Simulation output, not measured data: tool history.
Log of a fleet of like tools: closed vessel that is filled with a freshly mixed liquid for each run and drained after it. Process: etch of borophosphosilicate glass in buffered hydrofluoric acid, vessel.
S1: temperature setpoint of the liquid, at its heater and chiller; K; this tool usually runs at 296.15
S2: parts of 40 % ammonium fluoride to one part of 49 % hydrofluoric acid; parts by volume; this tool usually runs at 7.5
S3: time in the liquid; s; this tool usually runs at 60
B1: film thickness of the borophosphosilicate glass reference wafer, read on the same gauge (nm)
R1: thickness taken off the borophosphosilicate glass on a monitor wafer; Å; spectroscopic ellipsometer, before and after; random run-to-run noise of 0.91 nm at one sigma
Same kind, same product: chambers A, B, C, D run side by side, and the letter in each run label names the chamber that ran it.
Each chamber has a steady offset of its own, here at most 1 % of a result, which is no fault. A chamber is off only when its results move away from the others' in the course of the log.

run,hour,S1,S2,S3,B1,R1
1A,5,296.15,7.5,60,89.999,2462.6
2D,11.7,296.15,7.5,60,89.978,2488.3
3B,16.6,296.15,7.5,60,89.998,2507.6
4C,21.3,296.15,7.5,60,89.998,2464.8
5D,26.1,296.15,7.5,60,90.018,2470.6
6A,31.5,296.15,7.5,60,89.981,2501.7
7B,38.8,296.15,7.5,60,90.014,2508.9
8C,45,296.15,7.5,60,90.006,2485.8
9A,49.4,296.15,7.5,60,89.998,2477.1
# hour 55.2: chamber C: thermometer replaced
10C,55.2,296.15,7.5,60,89.999,2490.8
11D,61.9,296.15,7.5,60,89.987,2464.4
12B,70.7,296.15,7.5,60,90.017,2521.7
13C,76.9,296.15,7.5,60,89.98,2469.8
14A,83.3,296.15,7.5,60,90.007,2484.1
15B,87.5,296.15,7.5,60,89.997,2503.4
16D,91.5,296.15,7.5,60,89.993,2473.2
17A,99.7,296.15,6.5,60,89.997,2852.7
18C,108.5,296.15,6.5,60,89.983,2862
19B,115.8,296.15,6.5,60,90.034,2875.7
20D,121,296.15,6.5,60,89.998,2855
21D,129.3,296.15,7.5,60,89.999,2477.6
22B,134.8,298.15,7.5,75,90.01,3472.9
23A,139.9,298.15,7.5,75,89.98,3470.2
24C,147.8,298.15,7.5,75,89.998,3445.7
25D,153.4,298.15,7.5,75,90.024,3434.7
26C,159.6,296.15,7.5,60,89.983,2482.8
27A,165.6,296.15,7.5,60,89.992,2479.1
28B,171.3,296.15,7.5,60,89.99,2501.8
29D,177,296.15,7.5,60,90.017,2476.8
30A,183.4,296.15,7.5,60,89.998,2472.9
31B,191.2,296.15,7.5,60,89.988,2500.2
32C,199.9,296.15,7.5,60,90.004,2484.4
33C,208,296.15,7.5,60,89.993,2487.7
# hour 212.4: chamber D: thermometer replaced
34D,212.8,296.15,7.5,60,89.984,2485.1
35B,221.2,296.15,7.5,60,89.984,2507.2

Has any chamber moved away from the others, gradually or after a service, or does the common gauge drift, or do the chambers differ only by their own small steady offsets? State the chamber and the most likely cause if one applies.

No chamber is off and the gauge is stable; the differences are just each chamber's small, constant offset.
